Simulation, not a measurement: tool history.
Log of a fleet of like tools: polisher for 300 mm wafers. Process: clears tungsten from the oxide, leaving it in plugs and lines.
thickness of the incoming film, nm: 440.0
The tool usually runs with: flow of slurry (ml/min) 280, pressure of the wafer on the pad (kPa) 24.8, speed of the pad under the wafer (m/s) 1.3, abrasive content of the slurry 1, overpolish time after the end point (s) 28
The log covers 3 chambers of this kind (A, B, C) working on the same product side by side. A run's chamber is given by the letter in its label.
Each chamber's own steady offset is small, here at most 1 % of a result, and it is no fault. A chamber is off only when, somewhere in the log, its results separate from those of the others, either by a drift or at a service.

run,hour,flow of slurry (ml/min),pressure of the wafer on the pad (kPa),speed of the pad under the wafer (m/s),abrasive content of the slurry,overpolish time after the end point (s),wafers polished on this pad,hours since the slurry nozzle was cleaned,hours since the head pressure was calibrated,hours since the slurry blender was calibrated,hours since the slurry got fresh peroxide,time until the end point was called (s)
1B,4.3,280,24.8,1.3,1,28,1093,187.4,376.4,158.4,165.8,74.887
# hour 4.6: chamber A: worn pad replaced by a new one
# hour 9.1: chamber A: slurry tank refilled with fresh slurry and peroxide
2C,10.1,280,24.8,1.3,1,28,169,582.8,72.8,147.4,20.3,74.746
3A,15.8,280,24.8,1.3,1,28,108,421.7,52.8,64.1,6.7,73.189
4C,22.7,280,24.8,1.3,1,28,290,595.4,85.4,160,32.9,73.079
5A,28.4,280,24.8,1.3,1,28,230,434.3,65.4,76.7,19.3,74.279
# hour 28.5: chamber B: worn pad replaced by a new one
# hour 33.8: chamber B: slurry tank refilled with fresh slurry and peroxide
6B,34,280,24.8,1.3,1,28,53,217.1,406.1,188.1,0.3,73.815
# hour 39.6: chamber C: slurry tank refilled with fresh slurry and peroxide
7B,41.8,280,24.8,1.3,1,28,129,224.9,413.9,195.9,8.1,74.298
8C,46.9,280,24.8,1.3,1,28,524,619.6,109.6,184.2,7.3,72.229
9A,54,280,24.8,1.3,1,28,477,459.9,91,102.3,44.9,74.651
# hour 55.8: chamber C: worn pad replaced by a new one
# hour 59.3: chamber B: slurry blender recalibrated
10C,60.7,280,24.8,1.3,1,28,47,633.4,123.4,198,21.1,72.402
# hour 63.3: chamber A: worn pad replaced by a new one
# hour 63.8: chamber A: slurry nozzle cleaned
11B,66.8,280,24.8,1.3,1,28,370,249.9,438.9,7.5,33.1,73.023
12A,74.8,280,31.7,0.88,1,28,111,11.1,111.8,123.1,65.7,85.95
# hour 75.6: chamber A: slurry tank refilled with fresh slurry and peroxide
# hour 76.2: chamber A: slurry blender recalibrated
# hour 82.4: chamber C: slurry nozzle cleaned
13A,82.9,280,31.7,0.88,1,28,190,19.2,119.9,6.8,7.3,85.361
14B,88.6,280,31.7,0.88,1,28,580,271.7,460.7,29.3,54.9,84.468
15C,93.9,280,24.8,1.3,1,28,367,11.6,156.6,231.2,54.3,71.83
# hour 95.7: chamber C: slurry tank refilled with fresh slurry and peroxide
16B,99.7,280,32.4,1.3,1,40,687,282.8,471.8,40.4,66,56.251
17A,107.7,280,32.4,1.3,1,40,429,44,144.7,31.6,32.1,56.488
# hour 110.2: chamber C: worn pad replaced by a new one
18C,115.1,280,32.4,1.3,1,40,47,32.8,177.8,252.4,19.4,56.097
19C,122.4,280,24.8,1.3,1,28,118,40.1,185.1,259.7,26.7,71.688
# hour 125.1: chamber A: worn pad replaced by a new one
20B,128.7,280,24.8,1.3,1,28,967,311.8,500.8,69.4,95,73.879
21A,136.7,280,24.8,1.3,1,28,112,73,173.7,60.6,61.1,73.421

Next, every chamber runs the same settings. What will each give?
22A,143.3,280,24.8,1.3,1,28,,,,,,?
22B,143.3,280,24.8,1.3,1,28,,,,,,?
22C,143.3,280,24.8,1.3,1,28,,,,,,?

run,time until the end point was called (s)
22A,75.228
22B,73.919
22C,73.816

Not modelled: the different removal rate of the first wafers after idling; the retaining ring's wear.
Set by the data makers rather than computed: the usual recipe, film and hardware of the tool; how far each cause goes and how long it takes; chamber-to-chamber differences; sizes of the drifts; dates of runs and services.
